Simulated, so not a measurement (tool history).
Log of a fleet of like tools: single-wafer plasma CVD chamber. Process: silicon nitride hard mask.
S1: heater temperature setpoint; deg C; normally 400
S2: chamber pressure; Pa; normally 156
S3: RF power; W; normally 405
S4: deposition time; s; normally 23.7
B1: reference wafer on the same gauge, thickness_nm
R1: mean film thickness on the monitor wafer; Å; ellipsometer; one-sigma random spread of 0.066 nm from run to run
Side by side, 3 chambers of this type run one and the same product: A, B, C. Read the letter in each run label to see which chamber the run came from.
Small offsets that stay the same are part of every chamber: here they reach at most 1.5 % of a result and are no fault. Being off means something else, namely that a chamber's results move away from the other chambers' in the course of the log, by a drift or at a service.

run,day,S1,S2,S3,S4,B1,R1
1B,0.196,400,156,405,23.7,28.696,295.88
2A,0.517,400,156,405,23.7,28.703,300.22
3C,0.696,400,156,405,23.7,28.696,299.97
4C,0.879,400,156,405,23.7,28.702,300.8
5A,1.154,400,156,405,23.7,28.694,300.91
6B,1.408,400,156,405,23.7,28.707,295.59
7B,1.654,400,156,405,23.7,28.706,295.01
8C,1.921,400,156,405,23.7,28.685,301.18
9A,2.1,400,156,405,23.7,28.695,299.52
10B,2.404,400,156,405,23.7,28.702,295.58
11C,2.675,400,191,470,23.7,28.694,348.15
12A,2.833,400,191,470,23.7,28.721,348.97
# day 3.025: chamber C: capacitance manometer re-zeroed and calibrated
13B,3.067,400,191,470,23.7,28.697,344.53
14A,3.346,400,187,435,23.7,28.704,329.51
15C,3.608,400,187,435,23.7,28.708,324.5
16C,3.812,400,187,435,23.7,28.7,325
17A,4.1,400,156,405,23.7,28.693,299.91
18B,4.379,414,156,405,23.7,28.694,294.12
19B,4.688,414,156,405,23.7,28.703,293.37
20A,5.004,414,156,405,23.7,28.701,298.07
21C,5.158,400,156,405,23.7,28.701,294.43
22A,5.358,400,156,405,23.7,28.705,300.48

All 3 chambers run these settings next. Forecast each chamber's results:
23A,5.588,407,156,405,23.7,,?
23B,5.588,407,156,405,23.7,,?
23C,5.588,407,156,405,23.7,,?

run,R1
23A,299.47
23B,294.84
23C,293.92
